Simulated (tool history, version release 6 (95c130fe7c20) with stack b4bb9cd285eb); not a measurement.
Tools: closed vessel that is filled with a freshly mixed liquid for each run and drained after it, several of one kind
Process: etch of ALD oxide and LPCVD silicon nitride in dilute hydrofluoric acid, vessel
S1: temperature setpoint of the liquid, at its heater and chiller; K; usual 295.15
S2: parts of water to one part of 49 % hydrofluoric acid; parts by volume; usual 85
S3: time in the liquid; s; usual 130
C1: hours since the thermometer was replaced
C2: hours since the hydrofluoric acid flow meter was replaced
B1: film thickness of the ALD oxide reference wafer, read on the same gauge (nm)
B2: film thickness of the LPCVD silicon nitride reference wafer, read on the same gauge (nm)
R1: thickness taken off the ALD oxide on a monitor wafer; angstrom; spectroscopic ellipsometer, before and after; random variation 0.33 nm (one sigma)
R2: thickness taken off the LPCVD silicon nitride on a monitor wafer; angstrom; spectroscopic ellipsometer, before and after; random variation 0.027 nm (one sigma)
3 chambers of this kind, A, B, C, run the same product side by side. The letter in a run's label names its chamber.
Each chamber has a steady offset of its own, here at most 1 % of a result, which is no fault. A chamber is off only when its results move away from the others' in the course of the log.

run 1A hour=6.5 | S1=295.15 S2=85 S3=130 | C1=482.6 C2=964.8 | B1=120.03 B2=100.01 | R1=351.2 R2=6.9011
run 2B hour=13.1 | S1=295.15 S2=85 S3=130 | C1=979.4 C2=230 | B1=120 B2=99.989 | R1=361.55 R2=7.3868
run 3C hour=22.7 | S1=295.15 S2=85 S3=130 | C1=913.7 C2=67.1 | B1=119.93 B2=99.974 | R1=359.4 R2=6.9384
run 4C hour=32.5 | S1=295.15 S2=85 S3=130 | C1=923.5 C2=76.9 | B1=120 B2=100.01 | R1=357.51 R2=7.1962
run 5B hour=40.7 | S1=295.15 S2=85 S3=130 | C1=1007 C2=257.6 | B1=120.01 B2=100.02 | R1=357.76 R2=6.5715
run 6A hour=51.6 | S1=295.15 S2=85 S3=130 | C1=527.7 C2=1009.9 | B1=119.95 B2=99.995 | R1=353.84 R2=7.0203
run 7B hour=62.7 | S1=295.15 S2=85 S3=130 | C1=1029 C2=279.6 | B1=120.03 B2=99.988 | R1=357.17 R2=6.9379
run 8C hour=68.9 | S1=295.15 S2=85 S3=130 | C1=959.9 C2=113.3 | B1=120 B2=100 | R1=356.21 R2=6.8775
run 9A hour=80.6 | S1=293.15 S2=85 S3=130 | C1=556.7 C2=1038.9 | B1=120.03 B2=99.985 | R1=325.55 R2=6.4192
run 10C hour=89.3 | S1=293.15 S2=85 S3=130 | C1=980.3 C2=133.7 | B1=120.02 B2=100 | R1=324.08 R2=6.0365
run 11A hour=102.1 | S1=293.15 S2=85 S3=130 | C1=578.2 C2=1060.4 | B1=119.99 B2=99.962 | R1=326.3 R2=6.6882
run 12B hour=110.9 | S1=299.65 S2=110 S3=130 | C1=1077.2 C2=327.8 | B1=120.02 B2=99.996 | R1=321.55 R2=7.2816
run 13A hour=122.4 | S1=299.65 S2=110 S3=130 | C1=598.5 C2=1080.7 | B1=120.01 B2=99.96 | R1=320.24 R2=7.9073
run 14B hour=132.9 | S1=299.65 S2=110 S3=130 | C1=1099.2 C2=349.8 | B1=120.02 B2=100.01 | R1=317.15 R2=7.6328
run 15C hour=141.7 | S1=295.15 S2=85 S3=130 | C1=1032.7 C2=186.1 | B1=119.98 B2=100 | R1=360.52 R2=7.262
run 16A hour=151.8 | S1=292.65 S2=85 S3=130 | C1=627.9 C2=1110.1 | B1=120 B2=100.02 | R1=326.66 R2=6.2193
run 17C hour=159 | S1=292.65 S2=85 S3=130 | C1=1050 C2=203.4 | B1=120.03 B2=100.01 | R1=324.29 R2=5.9072
run 18B hour=167.1 | S1=292.65 S2=85 S3=130 | C1=1133.4 C2=384 | B1=120.01 B2=100.01 | R1=317.53 R2=5.9523
run 19B hour=177.8 | S1=295.15 S2=55 S3=130 | C1=1144.1 C2=394.7 | B1=120 B2=99.994 | R1=572.35 R2=10.481
run 20A hour=189.8 | S1=295.15 S2=55 S3=130 | C1=665.9 C2=1148.1 | B1=120.04 B2=99.991 | R1=597.8 R2=11.361
run 21C hour=198.9 | S1=295.15 S2=55 S3=130 | C1=1089.9 C2=243.3 | B1=119.97 B2=99.966 | R1=571.65 R2=11.619
run 22A hour=211.8 | S1=295.15 S2=85 S3=130 | C1=687.9 C2=1170.1 | B1=120.02 B2=99.993 | R1=371.64 R2=8.0427
run 23C hour=221.6 | S1=295.15 S2=85 S3=130 | C1=1112.6 C2=266 | B1=119.99 B2=99.995 | R1=354.33 R2=6.3501
run 24B hour=232.2 | S1=295.15 S2=85 S3=130 | C1=1198.5 C2=449.1 | B1=120.01 B2=99.981 | R1=355.74 R2=7.0437
run 25B hour=238.6 | S1=295.15 S2=85 S3=130 | C1=1204.9 C2=455.5 | B1=120.03 B2=99.979 | R1=356.85 R2=7.3469
run 26A hour=246.4 | S1=295.15 S2=85 S3=130 | C1=722.5 C2=1204.7 | B1=120.02 B2=100 | R1=377.84 R2=8.2583
run 27C hour=253.1 | S1=295.15 S2=85 S3=130 | C1=1144.1 C2=297.5 | B1=119.98 B2=100.02 | R1=356.96 R2=7.1067
run 28C hour=265 | S1=295.15 S2=85 S3=130 | C1=1156 C2=309.4 | B1=120.04 B2=99.99 | R1=351.82 R2=7.0083
run 29A hour=271.3 | S1=295.15 S2=85 S3=130 | C1=747.4 C2=1229.6 | B1=120.02 B2=100.03 | R1=389.19 R2=7.9955
run 30B hour=279.9 | S1=295.15 S2=85 S3=130 | C1=1246.2 C2=496.8 | B1=119.95 B2=99.995 | R1=357.01 R2=7.2876

All 3 chambers run these settings next. Forecast each chamber's results:
run 31A hour=289.5 | S1=295.15 S2=85 S3=165 | R1=? R2=?
run 31B hour=289.5 | S1=295.15 S2=85 S3=165 | R1=? R2=?
run 31C hour=289.5 | S1=295.15 S2=85 S3=165 | R1=? R2=?

run=31A R1=485.31 R2=10.59
run=31B R1=452.59 R2=9.177
run=31C R1=451.26 R2=8.5988

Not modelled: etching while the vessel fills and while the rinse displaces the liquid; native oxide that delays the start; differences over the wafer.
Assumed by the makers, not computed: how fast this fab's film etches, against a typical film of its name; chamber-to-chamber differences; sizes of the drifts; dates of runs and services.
